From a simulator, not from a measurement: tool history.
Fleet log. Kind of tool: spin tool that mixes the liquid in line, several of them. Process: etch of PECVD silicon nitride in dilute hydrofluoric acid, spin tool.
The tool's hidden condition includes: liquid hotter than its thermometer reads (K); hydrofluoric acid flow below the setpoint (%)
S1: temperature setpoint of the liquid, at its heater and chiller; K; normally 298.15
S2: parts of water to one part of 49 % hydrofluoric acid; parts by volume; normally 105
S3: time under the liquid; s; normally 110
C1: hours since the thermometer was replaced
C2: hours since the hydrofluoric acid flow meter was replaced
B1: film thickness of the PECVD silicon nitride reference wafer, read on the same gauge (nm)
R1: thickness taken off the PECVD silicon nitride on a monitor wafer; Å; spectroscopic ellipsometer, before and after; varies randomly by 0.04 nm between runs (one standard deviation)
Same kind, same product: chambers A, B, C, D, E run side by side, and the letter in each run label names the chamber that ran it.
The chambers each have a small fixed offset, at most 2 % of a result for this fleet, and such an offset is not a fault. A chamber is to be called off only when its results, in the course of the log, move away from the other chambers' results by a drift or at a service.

{"run": "1C", "hour": 5.9, "S1": 298.15, "S2": 105, "S3": 110, "C1": 1388.8, "C2": 347.7, "B1": 60.009, "R1": 46.802}
{"run": "2D", "hour": 10.1, "S1": 298.15, "S2": 105, "S3": 110, "C1": 1885.4, "C2": 680.2, "B1": 60.014, "R1": 47.43}
{"run": "3E", "hour": 14.3, "S1": 298.15, "S2": 105, "S3": 110, "C1": 713.5, "C2": 219.9, "B1": 59.987, "R1": 47.329}
{"run": "4A", "hour": 20.9, "S1": 298.15, "S2": 105, "S3": 110, "C1": 858.2, "C2": 1320.9, "B1": 59.994, "R1": 46.767}
{"run": "5B", "hour": 27.5, "S1": 298.15, "S2": 105, "S3": 110, "C1": 830.6, "C2": 59.1, "B1": 60.016, "R1": 47.512}
{"run": "6E", "hour": 33.5, "S1": 298.15, "S2": 105, "S3": 110, "C1": 732.7, "C2": 239.1, "B1": 60.019, "R1": 48.057}
{"run": "7D", "hour": 40.4, "S1": 298.15, "S2": 105, "S3": 110, "C1": 1915.7, "C2": 710.5, "B1": 60.002, "R1": 46.912}
{"run": "8B", "hour": 47.6, "S1": 298.15, "S2": 105, "S3": 110, "C1": 850.7, "C2": 79.2, "B1": 60.045, "R1": 46.352}
{"run": "9A", "hour": 51.6, "S1": 298.15, "S2": 105, "S3": 110, "C1": 888.9, "C2": 1351.6, "B1": 60.012, "R1": 46.657}
{"run": "10C", "hour": 55.3, "S1": 298.15, "S2": 105, "S3": 110, "C1": 1438.2, "C2": 397.1, "B1": 60.017, "R1": 46.194}
{"run": "11E", "hour": 59.9, "S1": 298.15, "S2": 105, "S3": 110, "C1": 759.1, "C2": 265.5, "B1": 60.03, "R1": 47.511}
{"run": "12B", "hour": 65.5, "S1": 298.15, "S2": 105, "S3": 110, "C1": 868.6, "C2": 97.1, "B1": 60.004, "R1": 46.589}
{"run": "13D", "hour": 70.3, "S1": 298.15, "S2": 105, "S3": 110, "C1": 1945.6, "C2": 740.4, "B1": 60.013, "R1": 46.76}
{"run": "14A", "hour": 77.5, "S1": 298.15, "S2": 105, "S3": 110, "C1": 914.8, "C2": 1377.5, "B1": 60.019, "R1": 46.5}
{"run": "15C", "hour": 83.4, "S1": 298.15, "S2": 120, "S3": 160, "C1": 1466.3, "C2": 425.2, "B1": 59.986, "R1": 59.157}
{"run": "16A", "hour": 88.0, "S1": 298.15, "S2": 120, "S3": 160, "C1": 925.3, "C2": 1388.0, "B1": 59.963, "R1": 59.202}
{"run": "17D", "hour": 92.8, "S1": 298.15, "S2": 120, "S3": 160, "C1": 1968.1, "C2": 762.9, "B1": 60.024, "R1": 59.769}
{"run": "18E", "hour": 98.1, "S1": 298.15, "S2": 120, "S3": 160, "C1": 797.3, "C2": 303.7, "B1": 59.956, "R1": 60.767}
{"run": "19B", "hour": 104.9, "S1": 298.15, "S2": 120, "S3": 160, "C1": 908.0, "C2": 136.5, "B1": 59.987, "R1": 59.675}
{"run": "20C", "hour": 110.5, "S1": 298.15, "S2": 105, "S3": 110, "C1": 1493.4, "C2": 452.3, "B1": 60.008, "R1": 46.446}
{"run": "21A", "hour": 116.6, "S1": 298.15, "S2": 105, "S3": 110, "C1": 953.9, "C2": 1416.6, "B1": 59.992, "R1": 47.12}
{"run": "22D", "hour": 120.1, "S1": 298.15, "S2": 105, "S3": 110, "C1": 1995.4, "C2": 790.2, "B1": 60.03, "R1": 47.689}
{"run": "23C", "hour": 127.3, "S1": 298.15, "S2": 105, "S3": 110, "C1": 1510.2, "C2": 469.1, "B1": 60.021, "R1": 46.358}
{"hour": 129.0, "done": "chamber A: thermometer replaced"}
{"run": "24B", "hour": 132.8, "S1": 298.15, "S2": 105, "S3": 110, "C1": 935.9, "C2": 164.4, "B1": 60.017, "R1": 48.202}
{"run": "25E", "hour": 138.9, "S1": 298.15, "S2": 105, "S3": 110, "C1": 838.1, "C2": 344.5, "B1": 60.041, "R1": 48.311}
{"run": "26A", "hour": 145.2, "S1": 298.15, "S2": 105, "S3": 110, "C1": 16.3, "C2": 1445.2, "B1": 60.032, "R1": 47.728}
{"hour": 146.3, "done": "chamber C: hydrofluoric acid flow meter replaced"}
{"run": "27D", "hour": 150.9, "S1": 298.15, "S2": 105, "S3": 110, "C1": 2026.2, "C2": 821.0, "B1": 59.987, "R1": 47.854}
{"run": "28C", "hour": 157.7, "S1": 298.15, "S2": 105, "S3": 110, "C1": 1540.6, "C2": 11.4, "B1": 59.959, "R1": 45.613}
{"run": "29E", "hour": 162.3, "S1": 298.15, "S2": 105, "S3": 110, "C1": 861.5, "C2": 367.9, "B1": 60.008, "R1": 48.176}
{"run": "30B", "hour": 165.5, "S1": 298.15, "S2": 105, "S3": 110, "C1": 968.6, "C2": 197.1, "B1": 59.989, "R1": 48.952}
{"run": "31D", "hour": 169.9, "S1": 298.15, "S2": 105, "S3": 110, "C1": 2045.2, "C2": 840.0, "B1": 60.025, "R1": 46.734}
{"run": "32A", "hour": 176.6, "S1": 298.15, "S2": 105, "S3": 110, "C1": 47.7, "C2": 1476.6, "B1": 59.974, "R1": 46.423}
{"run": "33E", "hour": 182.8, "S1": 298.15, "S2": 105, "S3": 110, "C1": 882.0, "C2": 388.4, "B1": 59.961, "R1": 47.597}
{"run": "34C", "hour": 187.2, "S1": 300.15, "S2": 105, "S3": 170, "C1": 1570.1, "C2": 40.9, "B1": 59.998, "R1": 80.438}
{"run": "35B", "hour": 193.0, "S1": 300.15, "S2": 105, "S3": 170, "C1": 996.1, "C2": 224.6, "B1": 59.977, "R1": 87.98}
{"run": "36D", "hour": 197.3, "S1": 300.15, "S2": 105, "S3": 170, "C1": 2072.6, "C2": 867.4, "B1": 59.973, "R1": 83.553}
{"run": "37B", "hour": 202.3, "S1": 300.15, "S2": 105, "S3": 170, "C1": 1005.4, "C2": 233.9, "B1": 59.951, "R1": 87.932}
{"run": "38A", "hour": 206.7, "S1": 300.15, "S2": 105, "S3": 170, "C1": 77.8, "C2": 1506.7, "B1": 60.004, "R1": 82.536}
{"run": "39C", "hour": 213.7, "S1": 298.15, "S2": 105, "S3": 110, "C1": 1596.6, "C2": 67.4, "B1": 60.017, "R1": 46.255}
{"run": "40E", "hour": 219.2, "S1": 298.15, "S2": 105, "S3": 110, "C1": 918.4, "C2": 424.8, "B1": 60.005, "R1": 47.571}
{"run": "41A", "hour": 224.2, "S1": 298.15, "S2": 105, "S3": 110, "C1": 95.3, "C2": 1524.2, "B1": 60.011, "R1": 47.23}
{"run": "42B", "hour": 230.6, "S1": 298.15, "S2": 105, "S3": 110, "C1": 1033.7, "C2": 262.2, "B1": 59.985, "R1": 51.504}
{"run": "43E", "hour": 235.5, "S1": 298.15, "S2": 55, "S3": 110, "C1": 934.7, "C2": 441.1, "B1": 60.037, "R1": 88.999}

The same settings go to every chamber for the next run, one line per chamber below. Forecast the results for each:
{"run": "44A", "hour": 240.7, "S1": 298.15, "S2": 105, "S3": 110, "R1": "?"}
{"run": "44B", "hour": 240.7, "S1": 298.15, "S2": 105, "S3": 110, "R1": "?"}
{"run": "44C", "hour": 240.7, "S1": 298.15, "S2": 105, "S3": 110, "R1": "?"}
{"run": "44D", "hour": 240.7, "S1": 298.15, "S2": 105, "S3": 110, "R1": "?"}
{"run": "44E", "hour": 240.7, "S1": 298.15, "S2": 105, "S3": 110, "R1": "?"}

run=44A R1=46.862
run=44B R1=52.205
run=44C R1=45.393
run=44D R1=47.166
run=44E R1=47.322
